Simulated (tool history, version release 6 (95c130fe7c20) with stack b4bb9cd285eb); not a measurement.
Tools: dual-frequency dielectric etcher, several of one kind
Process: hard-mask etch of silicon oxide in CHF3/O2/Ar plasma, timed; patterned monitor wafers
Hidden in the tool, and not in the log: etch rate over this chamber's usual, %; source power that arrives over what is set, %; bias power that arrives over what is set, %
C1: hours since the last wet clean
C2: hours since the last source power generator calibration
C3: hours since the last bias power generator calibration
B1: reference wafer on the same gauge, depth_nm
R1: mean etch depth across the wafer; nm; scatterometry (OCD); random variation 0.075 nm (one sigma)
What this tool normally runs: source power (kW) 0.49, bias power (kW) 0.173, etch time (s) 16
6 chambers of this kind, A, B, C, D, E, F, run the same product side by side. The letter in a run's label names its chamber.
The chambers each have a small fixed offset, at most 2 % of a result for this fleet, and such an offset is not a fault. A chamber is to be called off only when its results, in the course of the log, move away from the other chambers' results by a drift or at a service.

{"run": "1B", "day": 0.317, "source power (kW)": 0.49, "bias power (kW)": 0.173, "etch time (s)": 16, "C1": 276.3, "C2": 1201.7, "C3": 1058.1, "B1": 24.396, "R1": 28.739}
{"run": "2F", "day": 0.55, "source power (kW)": 0.49, "bias power (kW)": 0.173, "etch time (s)": 16, "C1": 261.2, "C2": 895.1, "C3": 2924.9, "B1": 24.395, "R1": 28.988}
{"run": "3A", "day": 0.992, "source power (kW)": 0.49, "bias power (kW)": 0.173, "etch time (s)": 16, "C1": 172.4, "C2": 2008.6, "C3": 1399.4, "B1": 24.404, "R1": 29.069}
{"run": "4C", "day": 1.317, "source power (kW)": 0.49, "bias power (kW)": 0.173, "etch time (s)": 16, "C1": 599.8, "C2": 3642.4, "C3": 2283.8, "B1": 24.409, "R1": 29.126}
{"day": 1.45, "done": "chamber C: bias power generator calibrated"}
{"run": "5D", "day": 1.754, "source power (kW)": 0.49, "bias power (kW)": 0.173, "etch time (s)": 16, "C1": 334.5, "C2": 2415.3, "C3": 329.7, "B1": 24.409, "R1": 29.277}
{"run": "6E", "day": 2.017, "source power (kW)": 0.49, "bias power (kW)": 0.173, "etch time (s)": 16, "C1": 189.2, "C2": 3192.7, "C3": 1573.5, "B1": 24.39, "R1": 29.169}
{"run": "7C", "day": 2.296, "source power (kW)": 0.49, "bias power (kW)": 0.173, "etch time (s)": 16, "C1": 623.3, "C2": 3665.9, "C3": 20.3, "B1": 24.397, "R1": 29.116}
{"day": 2.475, "done": "chamber D: wet clean of the chamber"}
{"run": "8B", "day": 2.7, "source power (kW)": 0.49, "bias power (kW)": 0.173, "etch time (s)": 16, "C1": 333.5, "C2": 1258.9, "C3": 1115.3, "B1": 24.402, "R1": 28.776}
{"run": "9A", "day": 3.05, "source power (kW)": 0.49, "bias power (kW)": 0.173, "etch time (s)": 16, "C1": 221.8, "C2": 2058, "C3": 1448.8, "B1": 24.391, "R1": 29.034}
{"run": "10E", "day": 3.412, "source power (kW)": 0.49, "bias power (kW)": 0.173, "etch time (s)": 16, "C1": 222.7, "C2": 3226.2, "C3": 1607, "B1": 24.402, "R1": 29.081}
{"day": 3.708, "done": "chamber C: wet clean of the chamber"}
{"run": "11F", "day": 3.85, "source power (kW)": 0.49, "bias power (kW)": 0.173, "etch time (s)": 16, "C1": 340.4, "C2": 974.3, "C3": 3004.1, "B1": 24.373, "R1": 29.018}
{"run": "12D", "day": 4.183, "source power (kW)": 0.49, "bias power (kW)": 0.173, "etch time (s)": 16, "C1": 41.1, "C2": 2473.6, "C3": 388, "B1": 24.399, "R1": 29.356}
{"run": "13F", "day": 4.475, "source power (kW)": 0.49, "bias power (kW)": 0.173, "etch time (s)": 16, "C1": 355.4, "C2": 989.3, "C3": 3019.1, "B1": 24.403, "R1": 29.136}
{"run": "14E", "day": 4.821, "source power (kW)": 0.49, "bias power (kW)": 0.173, "etch time (s)": 16, "C1": 256.5, "C2": 3260, "C3": 1640.8, "B1": 24.41, "R1": 29.181}
{"day": 5.192, "done": "chamber B: wet clean of the chamber"}
{"run": "15C", "day": 5.25, "source power (kW)": 0.49, "bias power (kW)": 0.173, "etch time (s)": 16, "C1": 37, "C2": 3736.8, "C3": 91.2, "B1": 24.391, "R1": 29.236}
{"run": "16A", "day": 5.696, "source power (kW)": 0.49, "bias power (kW)": 0.173, "etch time (s)": 16, "C1": 285.3, "C2": 2121.5, "C3": 1512.3, "B1": 24.411, "R1": 28.922}
{"day": 5.925, "done": "chamber F: wet clean of the chamber"}
{"run": "17B", "day": 6.004, "source power (kW)": 0.49, "bias power (kW)": 0.173, "etch time (s)": 16, "C1": 19.6, "C2": 1338.2, "C3": 1194.6, "B1": 24.4, "R1": 28.593}
{"run": "18D", "day": 6.458, "source power (kW)": 0.49, "bias power (kW)": 0.173, "etch time (s)": 16, "C1": 95.7, "C2": 2528.2, "C3": 442.6, "B1": 24.404, "R1": 29.281}
{"run": "19E", "day": 6.862, "source power (kW)": 0.49, "bias power (kW)": 0.173, "etch time (s)": 16, "C1": 305.5, "C2": 3309, "C3": 1689.8, "B1": 24.396, "R1": 29.183}
{"run": "20F", "day": 7.188, "source power (kW)": 0.49, "bias power (kW)": 0.173, "etch time (s)": 16, "C1": 30.3, "C2": 1054.4, "C3": 3084.2, "B1": 24.386, "R1": 29.088}
{"run": "21B", "day": 7.567, "source power (kW)": 0.49, "bias power (kW)": 0.173, "etch time (s)": 16, "C1": 57.1, "C2": 1375.7, "C3": 1232.1, "B1": 24.413, "R1": 28.666}
{"run": "22D", "day": 7.817, "source power (kW)": 0.49, "bias power (kW)": 0.173, "etch time (s)": 16, "C1": 128.3, "C2": 2560.8, "C3": 475.2, "B1": 24.404, "R1": 29.337}
{"run": "23C", "day": 8.104, "source power (kW)": 0.49, "bias power (kW)": 0.173, "etch time (s)": 16, "C1": 105.5, "C2": 3805.3, "C3": 159.7, "B1": 24.396, "R1": 29.209}
{"run": "24A", "day": 8.562, "source power (kW)": 0.49, "bias power (kW)": 0.173, "etch time (s)": 16, "C1": 354.1, "C2": 2190.3, "C3": 1581.1, "B1": 24.407, "R1": 28.927}
{"run": "25D", "day": 9.008, "source power (kW)": 0.49, "bias power (kW)": 0.173, "etch time (s)": 16, "C1": 156.9, "C2": 2589.4, "C3": 503.8, "B1": 24.401, "R1": 29.495}
{"run": "26B", "day": 9.308, "source power (kW)": 0.49, "bias power (kW)": 0.173, "etch time (s)": 16, "C1": 98.9, "C2": 1417.5, "C3": 1273.9, "B1": 24.402, "R1": 28.631}
{"run": "27C", "day": 9.646, "source power (kW)": 0.49, "bias power (kW)": 0.173, "etch time (s)": 16, "C1": 142.5, "C2": 3842.3, "C3": 196.7, "B1": 24.403, "R1": 29.215}
{"run": "28E", "day": 10.083, "source power (kW)": 0.49, "bias power (kW)": 0.173, "etch time (s)": 16, "C1": 382.8, "C2": 3386.3, "C3": 1767.1, "B1": 24.402, "R1": 29.089}
{"run": "29A", "day": 10.329, "source power (kW)": 0.49, "bias power (kW)": 0.173, "etch time (s)": 16, "C1": 396.5, "C2": 2232.7, "C3": 1623.5, "B1": 24.4, "R1": 28.944}
{"day": 10.654, "done": "chamber D: source power generator calibrated"}
{"run": "30F", "day": 10.688, "source power (kW)": 0.49, "bias power (kW)": 0.173, "etch time (s)": 16, "C1": 114.3, "C2": 1138.4, "C3": 3168.2, "B1": 24.398, "R1": 29.08}
{"run": "31F", "day": 11.125, "source power (kW)": 0.49, "bias power (kW)": 0.173, "etch time (s)": 16, "C1": 124.8, "C2": 1148.9, "C3": 3178.7, "B1": 24.395, "R1": 29.061}
{"day": 11.438, "done": "chamber A: wet clean of the chamber"}
{"run": "32E", "day": 11.529, "source power (kW)": 0.49, "bias power (kW)": 0.173, "etch time (s)": 16, "C1": 417.5, "C2": 3421, "C3": 1801.8, "B1": 24.401, "R1": 29.249}
{"run": "33D", "day": 11.825, "source power (kW)": 0.49, "bias power (kW)": 0.173, "etch time (s)": 16, "C1": 224.5, "C2": 28.1, "C3": 571.4, "B1": 24.387, "R1": 29.233}
{"run": "34A", "day": 12.142, "source power (kW)": 0.49, "bias power (kW)": 0.173, "etch time (s)": 16, "C1": 16.9, "C2": 2276.2, "C3": 1667, "B1": 24.384, "R1": 29.045}
{"run": "35B", "day": 12.612, "source power (kW)": 0.49, "bias power (kW)": 0.173, "etch time (s)": 16, "C1": 178.2, "C2": 1496.8, "C3": 1353.2, "B1": 24.382, "R1": 28.654}
{"run": "36C", "day": 12.883, "source power (kW)": 0.49, "bias power (kW)": 0.173, "etch time (s)": 16, "C1": 220.2, "C2": 3920, "C3": 274.4, "B1": 24.409, "R1": 29.154}
{"run": "37E", "day": 13.117, "source power (kW)": 0.49, "bias power (kW)": 0.173, "etch time (s)": 16, "C1": 455.6, "C2": 3459.1, "C3": 1839.9, "B1": 24.404, "R1": 29.125}

The same settings go to every chamber for the next run, one line per chamber below. Forecast the results for each:
{"run": "38A", "day": 13.479, "source power (kW)": 0.49, "bias power (kW)": 0.173, "etch time (s)": 19.5, "R1": "?"}
{"run": "38B", "day": 13.479, "source power (kW)": 0.49, "bias power (kW)": 0.173, "etch time (s)": 19.5, "R1": "?"}
{"run": "38C", "day": 13.479, "source power (kW)": 0.49, "bias power (kW)": 0.173, "etch time (s)": 19.5, "R1": "?"}
{"run": "38D", "day": 13.479, "source power (kW)": 0.49, "bias power (kW)": 0.173, "etch time (s)": 19.5, "R1": "?"}
{"run": "38E", "day": 13.479, "source power (kW)": 0.49, "bias power (kW)": 0.173, "etch time (s)": 19.5, "R1": "?"}
{"run": "38F", "day": 13.479, "source power (kW)": 0.49, "bias power (kW)": 0.173, "etch time (s)": 19.5, "R1": "?"}

run=38A R1=35.442
run=38B R1=34.835
run=38C R1=35.733
run=38D R1=35.77
run=38E R1=35.43
run=38F R1=35.415
